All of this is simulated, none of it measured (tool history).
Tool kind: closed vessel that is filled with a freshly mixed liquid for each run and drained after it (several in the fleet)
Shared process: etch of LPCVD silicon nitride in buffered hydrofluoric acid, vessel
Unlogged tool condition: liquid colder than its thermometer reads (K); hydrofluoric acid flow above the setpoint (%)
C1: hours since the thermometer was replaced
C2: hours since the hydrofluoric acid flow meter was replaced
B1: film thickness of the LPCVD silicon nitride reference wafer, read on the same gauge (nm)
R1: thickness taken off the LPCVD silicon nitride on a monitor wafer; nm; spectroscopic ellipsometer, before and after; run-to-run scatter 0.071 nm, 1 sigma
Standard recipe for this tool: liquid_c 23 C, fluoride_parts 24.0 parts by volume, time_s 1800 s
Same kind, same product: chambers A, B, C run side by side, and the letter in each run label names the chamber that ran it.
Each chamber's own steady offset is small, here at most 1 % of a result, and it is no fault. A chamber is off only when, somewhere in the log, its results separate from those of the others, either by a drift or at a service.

Run 1B, day 0.246: usual settings; C1 556.1; C2 1173.8; B1 80.000. Result: R1 11.403 nm.
Run 2C, day 0.446: usual settings; C1 1029.4; C2 390.1; B1 79.997. Result: R1 11.271 nm.
Run 3A, day 0.650: usual settings; C1 1075.4; C2 351.1; B1 79.994. Result: R1 11.391 nm.
Run 4B, day 0.796: usual settings; C1 569.3; C2 1187.0; B1 80.020. Result: R1 11.393 nm.
Run 5C, day 0.979: usual settings; C1 1042.2; C2 402.9; B1 80.006. Result: R1 11.366 nm.
Run 6A, day 1.129: usual settings; C1 1086.9; C2 362.6; B1 79.980. Result: R1 11.478 nm.
Run 7C, day 1.346: usual settings; C1 1051.0; C2 411.7; B1 80.005. Result: R1 11.350 nm.
Run 8A, day 1.583: usual settings but liquid_c 25 C, time_s 2145 s; C1 1097.8; C2 373.5; B1 79.988. Result: R1 15.360 nm.
Run 9B, day 1.767: usual settings but liquid_c 25 C, time_s 2145 s; C1 592.6; C2 1210.3; B1 80.004. Result: R1 15.457 nm.
Run 10C, day 1.938: usual settings but liquid_c 25 C, time_s 2145 s; C1 1065.2; C2 425.9; B1 80.003. Result: R1 15.178 nm.
Run 11B, day 2.104: usual settings; C1 600.7; C2 1218.4; B1 80.003. Result: R1 11.545 nm.
Run 12A, day 2.371: usual settings but liquid_c 25 C; C1 1116.7; C2 392.4; B1 79.979. Result: R1 12.769 nm.
Run 13C, day 2.642: usual settings but liquid_c 25 C; C1 1082.1; C2 442.8; B1 80.001. Result: R1 12.846 nm.
Run 14B, day 2.917: usual settings but liquid_c 25 C; C1 620.2; C2 1237.9; B1 80.025. Result: R1 12.621 nm.
Run 15A, day 3.158: usual settings; C1 1135.6; C2 411.3; B1 79.988. Result: R1 11.502 nm.
Run 16C, day 3.388: usual settings; C1 1100.0; C2 460.7; B1 79.971. Result: R1 11.495 nm.
Run 17A, day 3.621: usual settings; C1 1146.7; C2 422.4; B1 79.994. Result: R1 11.572 nm.
Run 18B, day 3.838: usual settings; C1 642.3; C2 1260.0; B1 79.987. Result: R1 11.389 nm.
Run 19B, day 3.975: usual settings; C1 645.6; C2 1263.3; B1 79.966. Result: R1 11.466 nm.
Run 20C, day 4.192: usual settings; C1 1119.3; C2 480.0; B1 79.998. Result: R1 11.681 nm.
At day 4.392: chamber B: hydrofluoric acid flow meter replaced.
Run 21A, day 4.454: usual settings; C1 1166.7; C2 442.4; B1 79.986. Result: R1 11.442 nm.
Run 22B, day 4.583: usual settings but liquid_c 21 C, fluoride_parts 20.5 parts by volume; C1 660.2; C2 4.6; B1 79.973. Result: R1 11.380 nm.
Run 23A, day 4.717: usual settings but liquid_c 21 C, fluoride_parts 20.5 parts by volume; C1 1173.0; C2 448.7; B1 79.990. Result: R1 11.416 nm.
Run 24C, day 4.846: usual settings but liquid_c 21 C, fluoride_parts 20.5 parts by volume; C1 1135.0; C2 495.7; B1 79.957. Result: R1 11.845 nm.

The same settings go to every chamber for the next run, one line per chamber below. Forecast the results for each:
Run 25A, day 5.046: usual settings. Result: R1 ?.
Run 25B, day 5.046: usual settings. Result: R1 ?.
Run 25C, day 5.046: usual settings. Result: R1 ?.

run      R1
25A  11.458
25B  11.477
25C  11.934
